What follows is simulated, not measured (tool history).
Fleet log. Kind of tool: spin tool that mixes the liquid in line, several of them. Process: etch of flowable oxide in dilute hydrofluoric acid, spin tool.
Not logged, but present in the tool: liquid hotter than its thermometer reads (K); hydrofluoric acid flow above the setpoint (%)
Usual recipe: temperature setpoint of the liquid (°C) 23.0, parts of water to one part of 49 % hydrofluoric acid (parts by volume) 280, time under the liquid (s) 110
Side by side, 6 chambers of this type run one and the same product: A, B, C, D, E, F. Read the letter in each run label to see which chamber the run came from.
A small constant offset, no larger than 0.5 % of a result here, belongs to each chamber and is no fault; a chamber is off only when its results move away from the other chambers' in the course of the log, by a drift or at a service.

run	day	temperature setpoint of the liquid (°C)	parts of water to one part of 49 % hydrofluoric acid (parts by volume)	time under the liquid (s)	hours since the thermometer was replaced	hours since the hydrofluoric acid flow meter was replaced	read-back film thickness of the flowable oxide reference wafer, read on the same gauge (nm)	thickness taken off the flowable oxide on a monitor wafer (Å)
1B	0.296	23.0	280	110	374.7	1378.5	139.98	121.680
2A	0.500	23.0	280	110	397.2	1820.8	140.01	122.870
3C	0.762	23.0	280	110	207.9	207.8	139.98	123.360
4E	1.133	23.0	280	110	1703.6	841.1	139.99	122.010
5D	1.354	23.0	280	110	792.1	189.5	139.98	123.940
6F	1.558	23.0	280	110	2238.3	840.8	140.00	123.060
7C	1.946	23.0	280	110	236.3	236.2	140.00	123.680
8A	2.225	23.0	280	110	438.6	1862.2	140.00	124.020
9B	2.404	23.0	280	110	425.3	1429.1	139.99	122.480
10E	2.633	23.0	280	110	1739.6	877.1	140.00	123.130
11D	2.829	23.0	280	110	827.5	224.9	140.00	121.900
12F	3.229	23.0	280	110	2278.4	880.9	140.00	124.690
13B	3.454	23.0	280	110	450.5	1454.3	140.00	121.040
14C	3.750	23.0	280	110	279.6	279.5	139.99	120.890
15F	3.946	23.0	280	110	2295.6	898.1	139.99	122.970
16D	4.192	23.0	390	60	860.2	257.6	139.99	43.878
17E	4.567	23.0	390	60	1786.0	923.5	139.99	43.052
18A	4.958	23.0	390	60	504.2	1927.8	140.01	43.404
# day 5.071: chamber A: hydrofluoric acid flow meter replaced
19F	5.358	23.0	390	60	2329.5	932.0	139.99	44.444
20D	5.650	23.0	390	60	895.2	292.6	140.00	43.917
21C	6.054	23.0	390	60	334.9	334.8	140.01	43.633
22E	6.383	23.0	280	110	1829.6	967.1	140.01	122.630
23B	6.562	23.0	280	110	525.1	1528.9	140.01	121.710
24A	6.754	23.0	280	110	547.3	40.4	139.98	122.150
25F	7.158	23.0	280	110	2372.7	975.2	140.02	124.700
26A	7.346	28.0	280	110	561.5	54.6	140.01	146.070
27E	7.529	28.0	280	110	1857.1	994.6	140.00	144.790
28D	7.775	28.0	280	110	946.2	343.6	140.01	143.890
29C	8.004	28.0	280	110	381.7	381.6	140.01	145.430
30B	8.354	28.0	280	110	568.1	1571.9	139.99	147.860
31E	8.579	28.0	280	110	1882.3	1019.8	140.01	144.940
32B	8.896	23.0	280	110	581.1	1584.9	140.01	123.620
33D	9.267	23.0	280	110	982.0	379.4	140.01	123.070
34A	9.600	23.0	280	110	615.6	108.7	140.01	121.370
35F	9.800	23.0	170	130	2436.1	1038.6	139.98	276.610
36C	10.008	23.0	170	130	429.8	429.7	140.01	268.160

One chamber off, gauge drift, or nothing amiss beyond the chambers' own small offsets? If it is a chamber, which one, and what is the likeliest cause?

It is chamber F that slowly wanders off from its peers.
Most likely cause: hydrofluoric acid flow above the setpoint (%) = 4.08.
The log may not tell that from: liquid hotter than its thermometer reads (K).

Here are 4 candidates for chamber F's next run, each the usual settings with a change, their results left as question marks. Which one brings its results back in line with what the others give on the usual settings?
Counts as in line when no further than this from what the other chambers average on the usual settings: thickness taken off the flowable oxide on a monitor wafer (Å) 3.600
37F-1	10.300	23.0	280	115				?
37F-2	10.300	22.0	280	110				?
37F-3	10.300	23.0	270	115				?
37F-4	10.300	23.0	280	100				?

Usual-settings mean across the other chambers: thickness taken off the flowable oxide on a monitor wafer (Å) 122.810
run	thickness taken off the flowable oxide on a monitor wafer (Å)
37F-1	134.330
37F-2	123.900
37F-3	140.570
37F-4	116.810
37F-2 is the one that brings the chamber's results back in line with the other chambers.
